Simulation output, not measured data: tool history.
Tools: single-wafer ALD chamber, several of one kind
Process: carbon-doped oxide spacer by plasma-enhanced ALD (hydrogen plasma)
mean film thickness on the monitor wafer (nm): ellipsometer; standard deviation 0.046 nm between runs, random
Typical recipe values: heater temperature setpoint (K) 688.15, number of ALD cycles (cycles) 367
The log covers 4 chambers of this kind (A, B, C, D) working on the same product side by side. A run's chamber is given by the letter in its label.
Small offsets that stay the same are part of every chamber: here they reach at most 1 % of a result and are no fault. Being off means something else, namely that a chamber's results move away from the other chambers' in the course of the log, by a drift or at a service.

| run | hour | heater temperature setpoint (K) | number of ALD cycles (cycles) | hours since the last thermocouple change | read-back reference wafer on the same gauge, thickness_nm | mean film thickness on the monitor wafer (nm) |
|---|---|---|---|---|---|---|
| 1C | 6.3 | 688.15 | 367 | 1049.2 | 20.114 | 17.582 |
| 2A | 12.0 | 688.15 | 367 | 1432.5 | 20.096 | 17.550 |
| 3B | 18.4 | 688.15 | 367 | 494.4 | 20.105 | 17.387 |
|  | 22.6 | chamber A: thermocouple changed; heater temperature recalibrated |
| 4D | 23.1 | 688.15 | 367 | 1203.8 | 20.101 | 17.648 |
| 5D | 26.7 | 677.15 | 367 | 1207.4 | 20.102 | 18.325 |
| 6C | 33.2 | 677.15 | 367 | 1076.1 | 20.101 | 18.251 |
| 7B | 37.6 | 677.15 | 367 | 513.6 | 20.107 | 17.998 |
| 8A | 42.9 | 677.15 | 367 | 20.3 | 20.105 | 18.274 |
| 9D | 47.2 | 688.15 | 367 | 1227.9 | 20.096 | 17.543 |
| 10A | 52.9 | 688.15 | 367 | 30.3 | 20.093 | 17.678 |
| 11C | 58.1 | 688.15 | 367 | 1101.0 | 20.087 | 17.641 |
| 12B | 64.3 | 688.15 | 367 | 540.3 | 20.099 | 17.406 |
| 13C | 69.9 | 696.15 | 367 | 1112.8 | 20.102 | 17.102 |
| 14A | 74.3 | 696.15 | 367 | 51.7 | 20.091 | 17.198 |
| 15B | 81.7 | 696.15 | 367 | 557.7 | 20.097 | 16.981 |
| 16D | 86.8 | 696.15 | 367 | 1267.5 | 20.111 | 17.214 |
| 17C | 90.2 | 688.15 | 367 | 1133.1 | 20.102 | 17.657 |
| 18D | 94.8 | 688.15 | 367 | 1275.5 | 20.096 | 17.640 |
| 19A | 100.5 | 688.15 | 367 | 77.9 | 20.106 | 17.599 |
| 20B | 104.8 | 688.15 | 367 | 580.8 | 20.097 | 17.419 |
| 21D | 110.2 | 688.15 | 367 | 1290.9 | 20.092 | 17.678 |
| 22A | 114.1 | 688.15 | 322 | 91.5 | 20.105 | 15.502 |
| 23B | 120.8 | 688.15 | 322 | 596.8 | 20.111 | 15.227 |
| 24C | 126.4 | 688.15 | 322 | 1169.3 | 20.090 | 15.416 |
| 25C | 133.2 | 688.15 | 322 | 1176.1 | 20.087 | 15.440 |
| 26B | 137.3 | 702.15 | 301 | 613.3 | 20.109 | 13.662 |

All 4 chambers run these settings next. Forecast each chamber's results:
| 27A | 142.5 | 699.15 | 367 |  |  | ? |
| 27B | 142.5 | 699.15 | 367 |  |  | ? |
| 27C | 142.5 | 699.15 | 367 |  |  | ? |
| 27D | 142.5 | 699.15 | 367 |  |  | ? |

| run | mean film thickness on the monitor wafer (nm) |
|---|---|
| 27A | 16.988 |
| 27B | 16.880 |
| 27C | 17.033 |
| 27D | 17.114 |

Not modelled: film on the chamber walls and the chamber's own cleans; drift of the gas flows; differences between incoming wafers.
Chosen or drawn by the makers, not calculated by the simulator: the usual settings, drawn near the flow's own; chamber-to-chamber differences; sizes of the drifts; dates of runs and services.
